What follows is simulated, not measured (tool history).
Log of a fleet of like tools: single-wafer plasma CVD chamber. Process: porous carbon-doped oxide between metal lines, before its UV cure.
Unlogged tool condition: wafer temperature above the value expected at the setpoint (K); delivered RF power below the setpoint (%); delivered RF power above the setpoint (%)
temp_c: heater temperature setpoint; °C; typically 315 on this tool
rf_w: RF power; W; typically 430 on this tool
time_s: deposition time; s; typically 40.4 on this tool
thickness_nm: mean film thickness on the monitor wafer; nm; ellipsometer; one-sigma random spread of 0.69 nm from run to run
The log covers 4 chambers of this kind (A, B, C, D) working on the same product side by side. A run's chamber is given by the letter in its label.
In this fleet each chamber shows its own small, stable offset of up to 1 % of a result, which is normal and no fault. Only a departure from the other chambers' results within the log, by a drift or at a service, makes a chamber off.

| run | day | temp_c | rf_w | time_s | hours since the last thermocouple change | hours since the last RF generator calibration | read-back reference wafer on the same gauge, thickness_nm | thickness_nm |
|---|---|---|---|---|---|---|---|---|
| 1B | 0.638 | 315 | 430 | 40.4 | 833.8 | 181.8 | 212.05 | 178.24 |
| 2A | 1.225 | 315 | 430 | 40.4 | 490.1 | 183.4 | 211.79 | 177.77 |
| 3D | 1.862 | 315 | 430 | 40.4 | 1381.2 | 791.7 | 211.97 | 176.89 |
| 4C | 2.217 | 315 | 430 | 40.4 | 809.4 | 1291.9 | 212.00 | 180.04 |
| 5A | 2.779 | 315 | 430 | 40.4 | 527.4 | 220.7 | 212.16 | 177.03 |
| 6B | 3.154 | 315 | 430 | 40.4 | 894.2 | 242.2 | 212.07 | 177.41 |
| 7D | 3.738 | 315 | 430 | 40.4 | 1426.2 | 836.7 | 212.07 | 178.42 |
| 8C | 4.283 | 315 | 430 | 40.4 | 859.0 | 1341.5 | 211.83 | 179.48 |
| 9A | 4.567 | 315 | 430 | 40.4 | 570.3 | 263.6 | 211.91 | 176.30 |
| 10B | 4.950 | 315 | 370 | 40.4 | 937.3 | 285.3 | 211.94 | 158.12 |
| 11D | 5.604 | 315 | 370 | 40.4 | 1471.0 | 881.5 | 211.74 | 157.53 |
| 12C | 6.129 | 315 | 370 | 40.4 | 903.3 | 1385.8 | 211.90 | 159.50 |
| 13D | 6.629 | 315 | 370 | 40.4 | 1495.6 | 906.1 | 211.89 | 157.91 |
| 14C | 6.958 | 328 | 430 | 40.4 | 923.2 | 1405.7 | 212.15 | 168.08 |
| 15A | 7.375 | 328 | 430 | 40.4 | 637.7 | 331.0 | 211.98 | 166.29 |
| 16B | 8.025 | 328 | 430 | 40.4 | 1011.1 | 359.1 | 212.01 | 167.30 |
| 17D | 8.608 | 328 | 430 | 40.4 | 1543.1 | 953.6 | 211.86 | 167.38 |
| 18C | 8.904 | 315 | 370 | 40.4 | 969.9 | 1452.4 | 211.92 | 160.95 |
| 19A | 9.542 | 315 | 370 | 40.4 | 689.7 | 383.0 | 212.33 | 158.08 |
| 20B | 9.883 | 315 | 370 | 40.4 | 1055.7 | 403.7 | 211.81 | 157.29 |
| 21C | 10.238 | 315 | 370 | 40.4 | 1001.9 | 1484.4 | 212.08 | 158.44 |
| 22D | 10.750 | 315 | 430 | 40.4 | 1594.5 | 1005.0 | 211.85 | 178.10 |
| 23B | 11.400 | 315 | 430 | 40.4 | 1092.1 | 440.1 | 211.96 | 178.01 |
| 24A | 11.954 | 315 | 430 | 40.4 | 747.6 | 440.9 | 212.04 | 177.51 |
| 25B | 12.338 | 315 | 430 | 40.4 | 1114.6 | 462.6 | 211.89 | 177.62 |
| 26C | 12.829 | 315 | 430 | 40.4 | 1064.1 | 1546.6 | 212.01 | 180.56 |
| 27D | 13.267 | 315 | 370 | 34.5 | 1654.9 | 1065.4 | 211.84 | 134.41 |
| 28A | 13.683 | 315 | 370 | 34.5 | 789.1 | 482.4 | 211.84 | 135.74 |
| 29B | 14.000 | 315 | 370 | 34.5 | 1154.5 | 502.5 | 211.94 | 135.48 |
|  | 14.504 | chamber D: thermocouple changed; heater temperature recalibrated |
| 30A | 14.633 | 315 | 370 | 34.5 | 811.9 | 505.2 | 211.99 | 135.32 |
| 31D | 14.983 | 315 | 430 | 40.4 | 11.5 | 1106.6 | 211.88 | 178.64 |
| 32C | 15.388 | 315 | 510 | 40.4 | 1125.5 | 1608.0 | 212.10 | 202.70 |
| 33B | 15.846 | 315 | 510 | 40.4 | 1198.8 | 546.8 | 212.11 | 201.92 |
| 34C | 16.221 | 315 | 510 | 40.4 | 1145.5 | 1628.0 | 212.02 | 201.94 |
| 35D | 16.846 | 315 | 510 | 40.4 | 56.2 | 1151.3 | 212.11 | 201.56 |
| 36A | 17.458 | 315 | 430 | 40.4 | 879.7 | 573.0 | 211.97 | 178.57 |
| 37B | 18.025 | 315 | 430 | 35.8 | 1251.1 | 599.1 | 211.99 | 158.00 |
| 38D | 18.354 | 315 | 430 | 35.8 | 92.4 | 1187.5 | 211.91 | 158.27 |
| 39A | 18.821 | 315 | 430 | 35.8 | 912.4 | 605.7 | 212.00 | 158.69 |
| 40C | 19.292 | 315 | 430 | 35.8 | 1219.2 | 1701.7 | 212.07 | 159.48 |
| 41C | 19.875 | 315 | 430 | 40.4 | 1233.2 | 1715.7 | 212.06 | 178.75 |
| 42D | 20.471 | 315 | 430 | 40.4 | 143.2 | 1238.3 | 212.10 | 176.41 |
| 43A | 20.800 | 315 | 430 | 40.4 | 959.9 | 653.2 | 212.07 | 177.03 |

Does one chamber stand apart from the rest, does the shared gauge drift, or is all well apart from small per-chamber offsets? Give the chamber and the most likely cause, where there is one.

The fleet is healthy, with each chamber sitting at its usual small offset and no drift in the gauge.

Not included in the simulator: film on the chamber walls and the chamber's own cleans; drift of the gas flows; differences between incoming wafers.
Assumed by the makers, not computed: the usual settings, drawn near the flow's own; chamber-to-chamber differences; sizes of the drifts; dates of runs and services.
